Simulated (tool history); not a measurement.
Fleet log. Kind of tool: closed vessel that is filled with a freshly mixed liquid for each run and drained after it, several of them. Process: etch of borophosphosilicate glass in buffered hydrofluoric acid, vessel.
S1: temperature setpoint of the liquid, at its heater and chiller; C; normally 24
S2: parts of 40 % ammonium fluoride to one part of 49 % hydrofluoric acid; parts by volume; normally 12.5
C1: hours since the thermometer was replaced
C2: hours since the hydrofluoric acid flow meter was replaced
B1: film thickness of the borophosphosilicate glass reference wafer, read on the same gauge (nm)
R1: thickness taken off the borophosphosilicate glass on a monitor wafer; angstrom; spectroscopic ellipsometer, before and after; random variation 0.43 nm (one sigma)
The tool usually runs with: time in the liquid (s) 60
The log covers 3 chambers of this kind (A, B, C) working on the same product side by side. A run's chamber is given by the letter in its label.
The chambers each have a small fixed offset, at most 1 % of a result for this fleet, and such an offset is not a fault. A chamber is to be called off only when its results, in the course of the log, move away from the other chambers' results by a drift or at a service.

{"run": "1C", "hour": 10.4, "S1": 24, "S2": 12.5, "time in the liquid (s)": 60, "C1": 244.7, "C2": 810.9, "B1": 129.99, "R1": 595.14}
{"run": "2B", "hour": 22.1, "S1": 24, "S2": 12.5, "time in the liquid (s)": 60, "C1": 1703.8, "C2": 196, "B1": 129.99, "R1": 601.23}
{"run": "3A", "hour": 31.1, "S1": 24, "S2": 12.5, "time in the liquid (s)": 60, "C1": 690.6, "C2": 1492.6, "B1": 130, "R1": 611.91}
{"run": "4B", "hour": 43.2, "S1": 24, "S2": 12.5, "time in the liquid (s)": 60, "C1": 1724.9, "C2": 217.1, "B1": 130.02, "R1": 598.1}
{"run": "5C", "hour": 51.7, "S1": 28.5, "S2": 16, "time in the liquid (s)": 60, "C1": 286, "C2": 852.2, "B1": 130, "R1": 590.14}
{"run": "6A", "hour": 64.7, "S1": 28.5, "S2": 16, "time in the liquid (s)": 60, "C1": 724.2, "C2": 1526.2, "B1": 130.01, "R1": 610.29}
{"run": "7A", "hour": 76.1, "S1": 28.5, "S2": 16, "time in the liquid (s)": 60, "C1": 735.6, "C2": 1537.6, "B1": 130, "R1": 606.75}
{"run": "8C", "hour": 83.0, "S1": 24, "S2": 12.5, "time in the liquid (s)": 60, "C1": 317.3, "C2": 883.5, "B1": 130, "R1": 593.63}
{"run": "9B", "hour": 90.8, "S1": 24, "S2": 12.5, "time in the liquid (s)": 60, "C1": 1772.5, "C2": 264.7, "B1": 130.01, "R1": 614.29}
{"run": "10A", "hour": 98.9, "S1": 24, "S2": 12.5, "time in the liquid (s)": 60, "C1": 758.4, "C2": 1560.4, "B1": 130.02, "R1": 608.21}
{"hour": 99.2, "done": "chamber C: hydrofluoric acid flow meter replaced"}
{"run": "11C", "hour": 110.6, "S1": 20, "S2": 12.5, "time in the liquid (s)": 60, "C1": 344.9, "C2": 11.4, "B1": 129.99, "R1": 484.49}
{"run": "12B", "hour": 118.8, "S1": 20, "S2": 12.5, "time in the liquid (s)": 60, "C1": 1800.5, "C2": 292.7, "B1": 130.01, "R1": 493.19}
{"run": "13B", "hour": 130.6, "S1": 20, "S2": 12.5, "time in the liquid (s)": 60, "C1": 1812.3, "C2": 304.5, "B1": 129.99, "R1": 495.27}
{"run": "14C", "hour": 138.5, "S1": 24, "S2": 12.5, "time in the liquid (s)": 60, "C1": 372.8, "C2": 39.3, "B1": 130.02, "R1": 599.43}
{"run": "15A", "hour": 147.0, "S1": 22.5, "S2": 10.5, "time in the liquid (s)": 60, "C1": 806.5, "C2": 1608.5, "B1": 130, "R1": 665.6}
{"run": "16C", "hour": 158.4, "S1": 22.5, "S2": 10.5, "time in the liquid (s)": 60, "C1": 392.7, "C2": 59.2, "B1": 129.98, "R1": 654.3}
{"run": "17A", "hour": 172.2, "S1": 22.5, "S2": 10.5, "time in the liquid (s)": 60, "C1": 831.7, "C2": 1633.7, "B1": 129.99, "R1": 654.97}
{"run": "18B", "hour": 186.0, "S1": 24, "S2": 12.5, "time in the liquid (s)": 60, "C1": 1867.7, "C2": 359.9, "B1": 130, "R1": 646.76}
{"hour": 190.5, "done": "chamber B: thermometer replaced"}
{"run": "19B", "hour": 198.9, "S1": 24, "S2": 12.5, "time in the liquid (s)": 60, "C1": 8.5, "C2": 372.8, "B1": 130, "R1": 641.19}
{"run": "20A", "hour": 208.2, "S1": 24, "S2": 10.5, "time in the liquid (s)": 60, "C1": 867.7, "C2": 1669.7, "B1": 129.98, "R1": 718.04}

Next, all 3 chambers run the settings below, one line each with question marks for the results. What does each chamber give?
{"run": "21A", "hour": 218.5, "S1": 24, "S2": 11, "time in the liquid (s)": 60, "R1": "?"}
{"run": "21B", "hour": 218.5, "S1": 24, "S2": 11, "time in the liquid (s)": 60, "R1": "?"}
{"run": "21C", "hour": 218.5, "S1": 24, "S2": 11, "time in the liquid (s)": 60, "R1": "?"}

run=21A R1=682.35
run=21B R1=742.54
run=21C R1=679.71

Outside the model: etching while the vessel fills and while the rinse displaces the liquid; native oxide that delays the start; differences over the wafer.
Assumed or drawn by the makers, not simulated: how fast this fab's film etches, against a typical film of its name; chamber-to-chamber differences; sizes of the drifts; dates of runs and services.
